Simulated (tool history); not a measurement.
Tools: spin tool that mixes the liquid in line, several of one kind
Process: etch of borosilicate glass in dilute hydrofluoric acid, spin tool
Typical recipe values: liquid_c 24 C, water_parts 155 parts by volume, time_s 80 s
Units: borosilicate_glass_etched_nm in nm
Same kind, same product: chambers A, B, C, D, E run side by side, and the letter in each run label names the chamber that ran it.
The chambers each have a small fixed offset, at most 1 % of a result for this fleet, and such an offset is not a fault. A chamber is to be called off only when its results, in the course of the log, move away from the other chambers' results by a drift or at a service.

run	day	liquid_c	water_parts	time_s	hours since the thermometer was replaced	hours since the hydrofluoric acid flow meter was replaced	read-back film thickness of the borosilicate glass reference wafer, read on the same gauge (nm)	borosilicate_glass_etched_nm
1E	0.196	24	155	80	277.9	1098.6	120	13.964
2D	0.471	24	155	80	1687.4	2074.7	120.02	13.769
3C	0.696	24	155	80	798	1487.9	120.02	13.864
# day 1.029: chamber D: thermometer replaced
4A	1.038	24	155	80	230.2	1611.1	120	14.093
5B	1.312	24	155	80	222	59.6	119.98	14.292
6D	1.496	24	155	80	11.2	2099.3	119.98	13.988
7E	1.842	24	115	65	317.4	1138.1	119.99	16.102
8A	2.112	24	115	65	256	1636.9	120.03	16.085
9C	2.367	24	115	65	838.1	1528	119.99	16.002
10B	2.538	24	115	65	251.4	89	119.95	16.246
11A	2.742	24	115	65	271.1	1652	120.01	16.209
12D	3.017	24	155	80	47.7	2135.8	120.01	13.78
13E	3.179	24	155	80	349.5	1170.2	119.98	14.11
# day 3.271: chamber D: hydrofluoric acid flow meter replaced
14B	3.362	24	155	80	271.2	108.8	120	13.958
15C	3.538	24	155	80	866.2	1556.1	120	13.689
16C	3.696	24	155	80	870	1559.9	120.03	13.627
17E	4.004	24	155	80	369.3	1190	120	14.144
18B	4.329	29	225	80	294.4	132	120.03	10.669
19A	4.658	29	225	80	317.1	1698	119.99	10.668
20D	5.004	29	225	80	95.4	41.7	120.01	10.775
21D	5.346	29	225	80	103.6	49.9	120.01	10.639
22E	5.55	29	225	80	406.4	1227.1	119.99	10.841
23A	5.775	24	155	80	343.9	1724.8	119.98	14.016
24C	6.062	24	155	80	926.8	1616.7	119.98	13.156
25B	6.246	24	155	80	340.4	178	120.02	13.92
26A	6.446	24	155	80	360	1740.9	119.99	13.966
27E	6.633	24	155	80	432.4	1253.1	119.97	14.021
# day 6.808: chamber C: thermometer replaced
28D	6.892	24	155	80	140.7	87	120	14.067
29B	7.183	24	155	80	362.9	200.5	119.98	14.136
30C	7.417	24	155	80	14.7	1649.2	119.99	13.159
31B	7.7	24	155	80	375.3	212.9	120.02	13.861
32D	8.025	24	155	80	167.9	114.2	119.98	13.916
33E	8.242	20.5	155	80	471	1291.7	120.01	12.292
34A	8.462	20.5	155	80	408.4	1789.3	119.98	12.222
35C	8.725	20.5	155	80	46.1	1680.6	119.97	11.35
36B	8.975	20.5	155	80	405.9	243.5	120.05	12.072
37E	9.233	20.5	155	80	494.8	1315.5	120.01	12.285
38A	9.567	24	155	80	434.9	1815.8	120	14.23
39D	9.729	24	155	80	208.8	155.1	119.98	13.841
40C	10.029	24	155	80	77.4	1711.9	120.01	12.397

The same settings go to every chamber for the next run, one line per chamber below. Forecast the results for each:
41A	10.283	24	155	80				?
41B	10.283	24	155	80				?
41C	10.283	24	155	80				?
41D	10.283	24	155	80				?
41E	10.283	24	155	80				?

run	borosilicate_glass_etched_nm
41A	14.221
41B	14.04
41C	12.553
41D	13.746
41E	13.882
